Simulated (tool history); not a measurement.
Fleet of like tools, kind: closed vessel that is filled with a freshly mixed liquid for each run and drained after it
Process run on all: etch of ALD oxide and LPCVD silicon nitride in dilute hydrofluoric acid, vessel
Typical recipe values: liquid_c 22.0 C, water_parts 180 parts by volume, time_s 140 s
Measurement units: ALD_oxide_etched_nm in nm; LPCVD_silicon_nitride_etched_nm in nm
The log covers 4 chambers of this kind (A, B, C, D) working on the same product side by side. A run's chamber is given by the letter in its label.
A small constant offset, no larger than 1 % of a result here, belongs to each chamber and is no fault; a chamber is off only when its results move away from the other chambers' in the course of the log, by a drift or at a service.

| run | hour | liquid_c | water_parts | time_s | hours since the thermometer was replaced | hours since the hydrofluoric acid flow meter was replaced | read-back film thickness of the ALD oxide reference wafer, read on the same gauge (nm) | read-back film thickness of the LPCVD silicon nitride reference wafer, read on the same gauge (nm) | ALD_oxide_etched_nm | LPCVD_silicon_nitride_etched_nm |
|---|---|---|---|---|---|---|---|---|---|---|
| 1B | 2.6 | 22.0 | 180 | 140 | 703.4 | 353.3 | 29.996 | 60.009 | 6.4800 | 0.36797 |
| 2A | 6.1 | 22.0 | 180 | 140 | 451.5 | 666.4 | 29.997 | 60.017 | 6.3371 | 0.37167 |
| 3D | 10.1 | 22.0 | 180 | 140 | 1489.5 | 201.0 | 30.005 | 60.014 | 6.5036 | 0.37484 |
| 4C | 12.4 | 22.0 | 180 | 140 | 1225.9 | 826.2 | 30.022 | 60.019 | 6.4190 | 0.38420 |
| 5D | 16.4 | 24.5 | 180 | 140 | 1495.8 | 207.3 | 30.021 | 60.027 | 7.0921 | 0.43094 |
| 6B | 20.2 | 24.5 | 180 | 140 | 721.0 | 370.9 | 29.996 | 59.995 | 7.0585 | 0.39925 |
| 7A | 23.8 | 24.5 | 180 | 140 | 469.2 | 684.1 | 30.006 | 60.007 | 6.9719 | 0.38258 |
| 8C | 27.4 | 24.5 | 180 | 140 | 1240.9 | 841.2 | 29.981 | 59.997 | 7.0022 | 0.40866 |
| 9C | 30.4 | 22.0 | 180 | 140 | 1243.9 | 844.2 | 29.990 | 60.041 | 6.3751 | 0.39923 |
| 10B | 34.2 | 22.0 | 180 | 140 | 735.0 | 384.9 | 29.984 | 59.972 | 6.4379 | 0.37172 |
| 11A | 36.1 | 22.0 | 180 | 140 | 481.5 | 696.4 | 30.030 | 59.995 | 6.3137 | 0.33068 |
| 12D | 40.3 | 22.0 | 180 | 140 | 1519.7 | 231.2 | 30.010 | 60.003 | 6.5234 | 0.37416 |
| 13B | 43.3 | 22.0 | 180 | 140 | 744.1 | 394.0 | 30.001 | 60.000 | 6.4066 | 0.33624 |
| 14A | 45.6 | 22.0 | 180 | 140 | 491.0 | 705.9 | 29.988 | 59.989 | 6.4212 | 0.37749 |
| 15D | 49.8 | 22.0 | 180 | 140 | 1529.2 | 240.7 | 29.976 | 59.964 | 6.5427 | 0.35693 |
| 16C | 52.3 | 22.0 | 180 | 140 | 1265.8 | 866.1 | 30.005 | 60.019 | 6.2317 | 0.38049 |
| 17C | 55.9 | 22.0 | 180 | 140 | 1269.4 | 869.7 | 29.994 | 59.999 | 6.2294 | 0.35912 |
| 18A | 58.8 | 22.0 | 180 | 140 | 504.2 | 719.1 | 30.015 | 60.008 | 6.4179 | 0.36484 |
| 19D | 63.1 | 22.0 | 180 | 140 | 1542.5 | 254.0 | 29.994 | 59.951 | 6.5059 | 0.35911 |
| 20B | 65.6 | 22.0 | 180 | 140 | 766.4 | 416.3 | 30.010 | 60.006 | 6.4441 | 0.37534 |
| 21D | 67.7 | 22.0 | 180 | 140 | 1547.1 | 258.6 | 30.009 | 60.013 | 6.5457 | 0.36296 |
| 22C | 70.9 | 22.0 | 180 | 140 | 1284.4 | 884.7 | 30.013 | 60.004 | 6.1812 | 0.33671 |
| 23A | 74.0 | 22.0 | 180 | 140 | 519.4 | 734.3 | 29.992 | 60.003 | 6.3336 | 0.34033 |
| 24B | 77.5 | 22.0 | 180 | 140 | 778.3 | 428.2 | 30.007 | 59.986 | 6.4357 | 0.36219 |
| 25B | 80.0 | 22.0 | 180 | 140 | 780.8 | 430.7 | 30.017 | 59.997 | 6.4392 | 0.37026 |
| 26A | 83.5 | 22.0 | 180 | 140 | 528.9 | 743.8 | 30.003 | 60.016 | 6.4183 | 0.40074 |
| 27D | 85.4 | 22.0 | 180 | 140 | 1564.8 | 276.3 | 29.996 | 60.008 | 6.5252 | 0.36210 |
| 28C | 88.0 | 22.0 | 180 | 140 | 1301.5 | 901.8 | 30.004 | 60.041 | 6.0923 | 0.32834 |
| 29C | 91.0 | 22.0 | 180 | 140 | 1304.5 | 904.8 | 30.006 | 59.960 | 6.0647 | 0.36002 |
| 30D | 94.6 | 22.0 | 180 | 140 | 1574.0 | 285.5 | 29.994 | 60.001 | 6.6238 | 0.38672 |
| 31B | 97.9 | 22.0 | 180 | 140 | 798.7 | 448.6 | 30.025 | 59.959 | 6.4921 | 0.36641 |
| 32A | 100.4 | 22.0 | 180 | 140 | 545.8 | 760.7 | 30.000 | 59.991 | 6.4724 | 0.37504 |
| 33A | 102.4 | 22.0 | 180 | 140 | 547.8 | 762.7 | 29.999 | 60.024 | 6.3974 | 0.39831 |
| 34D | 104.8 | 22.0 | 180 | 140 | 1584.2 | 295.7 | 29.988 | 59.991 | 6.5433 | 0.36231 |
| 35C | 107.4 | 22.0 | 180 | 140 | 1320.9 | 921.2 | 29.997 | 60.014 | 5.9652 | 0.36299 |
| 36B | 109.7 | 22.0 | 180 | 75 | 810.5 | 460.4 | 29.997 | 60.018 | 3.4491 | 0.18090 |
| 37D | 112.9 | 22.0 | 180 | 75 | 1592.3 | 303.8 | 30.005 | 60.013 | 3.4673 | 0.19971 |
| 38A | 117.0 | 22.0 | 180 | 75 | 562.4 | 777.3 | 30.013 | 60.022 | 3.3880 | 0.19334 |
| 39B | 118.9 | 22.0 | 180 | 75 | 819.7 | 469.6 | 30.011 | 60.001 | 3.4606 | 0.17513 |
| 40C | 123.2 | 22.0 | 180 | 140 | 1336.7 | 937.0 | 30.014 | 59.983 | 5.8831 | 0.34424 |
| 41C | 127.3 | 22.0 | 180 | 140 | 1340.8 | 941.1 | 30.009 | 60.042 | 5.9791 | 0.32289 |

Does one chamber stand apart from the rest, does the shared gauge drift, or is all well apart from small per-chamber offsets? Give the chamber and the most likely cause, where there is one.

It is chamber C that slowly wanders off from its peers.
Likeliest cause: hydrofluoric acid flow below the setpoint (%) = 7.03.

Which of the 4 candidates below, each the usual settings with something changed and its results left as question marks, puts chamber C back in line with what the other chambers give on the usual settings?
A result is in line if it is within this distance of the other chambers' mean on the usual settings: ALD_oxide_etched_nm 0.1600 nm; LPCVD_silicon_nitride_etched_nm 0.07200 nm
| 42C-1 | 130.4 | 22.5 | 200 | 130 |  |  |  |  | ? | ? |
| 42C-2 | 130.4 | 21.5 | 170 | 145 |  |  |  |  | ? | ? |
| 42C-3 | 130.4 | 21.5 | 160 | 150 |  |  |  |  | ? | ? |
| 42C-4 | 130.4 | 22.5 | 190 | 135 |  |  |  |  | ? | ? |

What the other chambers average on the usual settings: ALD_oxide_etched_nm 6.4368 nm; LPCVD_silicon_nitride_etched_nm 0.36432 nm
| run | ALD_oxide_etched_nm | LPCVD_silicon_nitride_etched_nm |
|---|---|---|
| 42C-1 | 4.8859 | 0.29319 |
| 42C-2 | 6.3803 | 0.35925 |
| 42C-3 | 7.0934 | 0.39443 |
| 42C-4 | 5.4011 | 0.32025 |
42C-2 brings the chamber back in line.
